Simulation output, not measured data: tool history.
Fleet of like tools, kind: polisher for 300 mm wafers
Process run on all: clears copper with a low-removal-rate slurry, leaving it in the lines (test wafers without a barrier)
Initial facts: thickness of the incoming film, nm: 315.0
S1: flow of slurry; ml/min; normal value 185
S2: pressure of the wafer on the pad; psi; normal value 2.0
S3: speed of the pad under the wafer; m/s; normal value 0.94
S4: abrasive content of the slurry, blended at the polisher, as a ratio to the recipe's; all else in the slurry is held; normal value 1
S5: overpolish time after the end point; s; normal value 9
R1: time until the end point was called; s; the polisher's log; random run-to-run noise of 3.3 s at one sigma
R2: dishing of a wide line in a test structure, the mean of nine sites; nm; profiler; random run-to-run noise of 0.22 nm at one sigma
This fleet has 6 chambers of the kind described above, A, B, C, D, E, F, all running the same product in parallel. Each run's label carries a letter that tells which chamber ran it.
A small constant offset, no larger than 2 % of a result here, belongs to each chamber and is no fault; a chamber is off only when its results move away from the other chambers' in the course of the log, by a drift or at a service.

{"hour": 3.6, "done": "chamber A: slurry nozzle cleaned"}
{"run": "1E", "hour": 6.2, "S1": 185, "S2": 2.0, "S3": 0.94, "S4": 1, "S5": 9, "R1": 177.68, "R2": 11.565}
{"run": "2B", "hour": 13.9, "S1": 185, "S2": 2.0, "S3": 0.94, "S4": 1, "S5": 9, "R1": 180.98, "R2": 11.716}
{"run": "3A", "hour": 21.0, "S1": 185, "S2": 2.0, "S3": 0.94, "S4": 1, "S5": 9, "R1": 177.66, "R2": 11.813}
{"hour": 23.6, "done": "chamber A: worn pad replaced by a new one"}
{"hour": 27.1, "done": "chamber D: slurry blender recalibrated"}
{"run": "4F", "hour": 29.4, "S1": 185, "S2": 2.0, "S3": 0.94, "S4": 1, "S5": 9, "R1": 175.22, "R2": 11.646}
{"run": "5C", "hour": 39.0, "S1": 185, "S2": 2.0, "S3": 0.94, "S4": 1, "S5": 9, "R1": 181.43, "R2": 11.827}
{"run": "6D", "hour": 47.6, "S1": 185, "S2": 2.0, "S3": 0.94, "S4": 1, "S5": 9, "R1": 178.71, "R2": 11.421}
{"hour": 49.5, "done": "chamber D: worn pad replaced by a new one"}
{"hour": 54.8, "done": "chamber E: worn pad replaced by a new one"}
{"run": "7C", "hour": 56.9, "S1": 185, "S2": 2.0, "S3": 0.94, "S4": 1, "S5": 9, "R1": 180.54, "R2": 11.892}
{"hour": 57.4, "done": "chamber E: slurry blender recalibrated"}
{"run": "8B", "hour": 64.6, "S1": 185, "S2": 1.4, "S3": 0.94, "S4": 1, "S5": 9, "R1": 262.69, "R2": 7.8752}
{"hour": 68.5, "done": "chamber A: slurry blender recalibrated"}
{"run": "9D", "hour": 71.0, "S1": 185, "S2": 1.4, "S3": 0.94, "S4": 1, "S5": 9, "R1": 253.75, "R2": 8.5055}
{"run": "10F", "hour": 77.8, "S1": 185, "S2": 1.4, "S3": 0.94, "S4": 1, "S5": 9, "R1": 258.83, "R2": 8.1639}
{"hour": 82.0, "done": "chamber B: slurry nozzle cleaned"}
{"run": "11E", "hour": 87.5, "S1": 185, "S2": 1.4, "S3": 0.94, "S4": 1, "S5": 9, "R1": 244.61, "R2": 8.2741}
{"run": "12A", "hour": 92.9, "S1": 185, "S2": 1.4, "S3": 0.94, "S4": 1, "S5": 9, "R1": 268.69, "R2": 8.1465}
{"run": "13F", "hour": 100.3, "S1": 185, "S2": 1.4, "S3": 0.94, "S4": 1, "S5": 9, "R1": 266.72, "R2": 8.3907}
{"run": "14B", "hour": 107.5, "S1": 185, "S2": 2.0, "S3": 0.94, "S4": 1, "S5": 9, "R1": 188.23, "R2": 11.616}
{"hour": 114.8, "done": "chamber A: worn pad replaced by a new one"}
{"run": "15C", "hour": 117.7, "S1": 185, "S2": 2.0, "S3": 0.94, "S4": 1, "S5": 9, "R1": 173.6, "R2": 11.429}
{"run": "16E", "hour": 126.7, "S1": 185, "S2": 2.0, "S3": 0.94, "S4": 1, "S5": 9, "R1": 183.13, "R2": 11.836}
{"hour": 128.3, "done": "chamber B: worn pad replaced by a new one"}
{"hour": 133.2, "done": "chamber F: slurry nozzle cleaned"}
{"run": "17A", "hour": 137.0, "S1": 185, "S2": 2.0, "S3": 0.94, "S4": 1, "S5": 9, "R1": 174.75, "R2": 11.712}
{"run": "18D", "hour": 142.9, "S1": 185, "S2": 2.0, "S3": 0.94, "S4": 1, "S5": 9, "R1": 176.46, "R2": 11.991}
{"run": "19A", "hour": 149.8, "S1": 185, "S2": 2.0, "S3": 1.2, "S4": 1, "S5": 6, "R1": 136.81, "R2": 10.127}
{"hour": 154.4, "done": "chamber C: worn pad replaced by a new one"}
{"run": "20B", "hour": 155.2, "S1": 185, "S2": 2.0, "S3": 1.2, "S4": 1, "S5": 6, "R1": 145.35, "R2": 10.019}
{"run": "21F", "hour": 162.7, "S1": 185, "S2": 2.0, "S3": 1.2, "S4": 1, "S5": 6, "R1": 143.34, "R2": 9.8895}
{"run": "22D", "hour": 172.0, "S1": 185, "S2": 2.0, "S3": 1.2, "S4": 1, "S5": 6, "R1": 141.85, "R2": 9.9983}
{"hour": 181.4, "done": "chamber E: worn pad replaced by a new one"}
{"run": "23C", "hour": 182.1, "S1": 185, "S2": 2.0, "S3": 1.2, "S4": 1, "S5": 6, "R1": 139.88, "R2": 9.9303}
{"run": "24E", "hour": 189.7, "S1": 185, "S2": 2.0, "S3": 1.2, "S4": 1, "S5": 6, "R1": 141.48, "R2": 10.052}
{"hour": 190.9, "done": "chamber F: slurry blender recalibrated"}
{"run": "25C", "hour": 198.8, "S1": 185, "S2": 2.0, "S3": 0.94, "S4": 1, "S5": 9, "R1": 182.45, "R2": 11.376}
{"hour": 201.0, "done": "chamber D: slurry nozzle cleaned"}
{"run": "26F", "hour": 208.0, "S1": 185, "S2": 2.0, "S3": 0.94, "S4": 1, "S5": 9, "R1": 181.01, "R2": 11.489}
{"hour": 210.5, "done": "chamber A: worn pad replaced by a new one"}
{"hour": 211.4, "done": "chamber F: worn pad replaced by a new one"}
{"run": "27D", "hour": 215.8, "S1": 185, "S2": 2.0, "S3": 0.94, "S4": 1, "S5": 9, "R1": 174.24, "R2": 11.814}
{"run": "28E", "hour": 222.2, "S1": 185, "S2": 2.0, "S3": 0.94, "S4": 1, "S5": 9, "R1": 175.65, "R2": 12.014}
{"run": "29B", "hour": 227.3, "S1": 185, "S2": 2.0, "S3": 0.94, "S4": 1, "S5": 9, "R1": 184.83, "R2": 11.524}
{"run": "30A", "hour": 232.5, "S1": 185, "S2": 2.0, "S3": 0.94, "S4": 1, "S5": 9, "R1": 183.19, "R2": 11.659}
{"hour": 236.6, "done": "chamber B: worn pad replaced by a new one"}
{"run": "31E", "hour": 241.9, "S1": 185, "S2": 2.0, "S3": 0.94, "S4": 1, "S5": 9, "R1": 171.29, "R2": 11.383}
{"hour": 246.6, "done": "chamber D: worn pad replaced by a new one"}
{"run": "32A", "hour": 248.1, "S1": 185, "S2": 2.0, "S3": 0.94, "S4": 1, "S5": 9, "R1": 178.43, "R2": 11.405}
{"run": "33D", "hour": 256.3, "S1": 185, "S2": 2.0, "S3": 0.94, "S4": 1, "S5": 9, "R1": 177.66, "R2": 11.295}
{"run": "34B", "hour": 261.3, "S1": 185, "S2": 2.0, "S3": 0.94, "S4": 1, "S5": 11, "R1": 181.41, "R2": 13.787}
{"run": "35C", "hour": 270.8, "S1": 185, "S2": 2.0, "S3": 0.94, "S4": 1, "S5": 11, "R1": 179.01, "R2": 13.677}
{"run": "36F", "hour": 275.8, "S1": 185, "S2": 2.0, "S3": 0.94, "S4": 1, "S5": 11, "R1": 181.98, "R2": 13.924}
{"run": "37D", "hour": 281.1, "S1": 185, "S2": 2.0, "S3": 0.94, "S4": 1, "S5": 11, "R1": 179.05, "R2": 13.996}
{"run": "38A", "hour": 287.3, "S1": 185, "S2": 2.0, "S3": 0.94, "S4": 1, "S5": 11, "R1": 181.59, "R2": 14.179}

Has any chamber moved away from the others, gradually or after a service, or does the common gauge drift, or do the chambers differ only by their own small steady offsets? State the chamber and the most likely cause if one applies.

Neither any chamber nor the gauge drifts; the chambers differ only by their own small, steady offsets.
